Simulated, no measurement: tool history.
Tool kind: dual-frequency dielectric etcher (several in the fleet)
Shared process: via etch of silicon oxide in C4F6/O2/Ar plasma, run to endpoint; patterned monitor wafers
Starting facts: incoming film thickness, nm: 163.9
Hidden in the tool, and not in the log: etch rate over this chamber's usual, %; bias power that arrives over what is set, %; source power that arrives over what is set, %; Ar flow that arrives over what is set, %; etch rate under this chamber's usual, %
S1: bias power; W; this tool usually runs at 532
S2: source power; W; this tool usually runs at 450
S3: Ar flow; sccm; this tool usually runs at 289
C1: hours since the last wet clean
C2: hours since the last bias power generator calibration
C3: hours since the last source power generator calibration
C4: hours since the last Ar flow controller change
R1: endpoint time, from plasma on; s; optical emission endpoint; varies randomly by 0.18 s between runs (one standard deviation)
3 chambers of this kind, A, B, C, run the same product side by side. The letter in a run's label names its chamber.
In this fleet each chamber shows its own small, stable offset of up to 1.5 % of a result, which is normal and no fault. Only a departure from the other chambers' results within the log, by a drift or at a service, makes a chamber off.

run   hour   S1   S2   S3     C1      C2      C3      C4      R1
 1C    3.8  532  450  289  443.0  2209.0   281.7  1044.1  34.018
 2B    6.7  532  450  289  183.8  2996.4  2560.4  1199.1  33.457
 3A   11.1  532  450  289  377.6  2964.8   606.4  3442.8  32.940
 4A   14.0  532  450  289  380.5  2967.7   609.3  3445.7  32.942
 5C   17.7  532  450  289  456.9  2222.9   295.6  1058.0  34.000
 6B   22.0  532  450  289  199.1  3011.7  2575.7  1214.4  33.548
 7A   25.9  532  450  289  392.4  2979.6   621.2  3457.6  33.380
 8C   29.3  532  450  289  468.5  2234.5   307.2  1069.6  33.814
 9B   33.4  532  450  289  210.5  3023.1  2587.1  1225.8  33.320
10A   36.4  410  450  245  402.9  2990.1   631.7  3468.1  35.413
11C   40.5  410  450  245  479.7  2245.7   318.4  1080.8  36.638
12B   43.9  410  450  245  221.0  3033.6  2597.6  1236.3  36.211
13B   47.3  532  350  289  224.4  3037.0  2601.0  1239.7  36.517
      48.5  -- chamber A: wet clean of the chamber
14C   50.3  532  350  289  489.5  2255.5   328.2  1090.6  36.818
15A   54.3  532  350  289    5.8  3008.0   649.6  3486.0  36.570
16C   57.6  532  450  289  496.8  2262.8   335.5  1097.9  34.187
17A   60.1  532  450  289   11.6  3013.8   655.4  3491.8  33.239
18B   63.5  470  410  289  240.6  3053.2  2617.2  1255.9  36.625
19B   67.4  470  410  289  244.5  3057.1  2621.1  1259.8  36.440
20A   69.4  470  410  289   20.9  3023.1   664.7  3501.1  35.931
21C   71.4  532  450  289  510.6  2276.6   349.3  1111.7  33.649
22B   74.1  532  450  289  251.2  3063.8  2627.8  1266.5  33.999
23C   76.9  532  450  289  516.1  2282.1   354.8  1117.2  33.915
24A   79.4  660  450  289   30.9  3033.1   674.7  3511.1  30.584
25C   83.7  660  450  289  522.9  2288.9   361.6  1124.0  31.258
26A   86.2  660  450  289   37.7  3039.9   681.5  3517.9  30.322
27B   88.9  532  450  289  266.0  3078.6  2642.6  1281.3  34.231
28B   92.9  532  450  289  270.0  3082.6  2646.6  1285.3  34.561
29C   95.9  532  450  289  535.1  2301.1   373.8  1136.2  33.628
30A   98.9  532  450  289   50.4  3052.6   694.2  3530.6  33.000
31B  103.4  532  450  289  280.5  3093.1  2657.1  1295.8  34.619
32C  105.9  532  450  289  545.1  2311.1   383.8  1146.2  33.971
33A  108.0  532  450  231   59.5  3061.7   703.3  3539.7  32.440
34B  110.2  532  450  231  287.3  3099.9  2663.9  1302.6  33.815
35A  112.9  532  450  231   64.4  3066.6   708.2  3544.6  32.430
36C  115.8  532  450  289  555.0  2321.0   393.7  1156.1  33.751
37C  119.0  532  450  289  558.2  2324.2   396.9  1159.3  34.011
38A  123.3  532  450  289   74.8  3077.0   718.6  3555.0  33.263

Predict what each chamber gives when all 3 of them run the settings below next.
39A  126.7  532  450  289                   ?
39B  126.7  532  450  289                   ?
39C  126.7  532  450  289                   ?

run      R1
39A  33.123
39B  35.607
39C  34.119
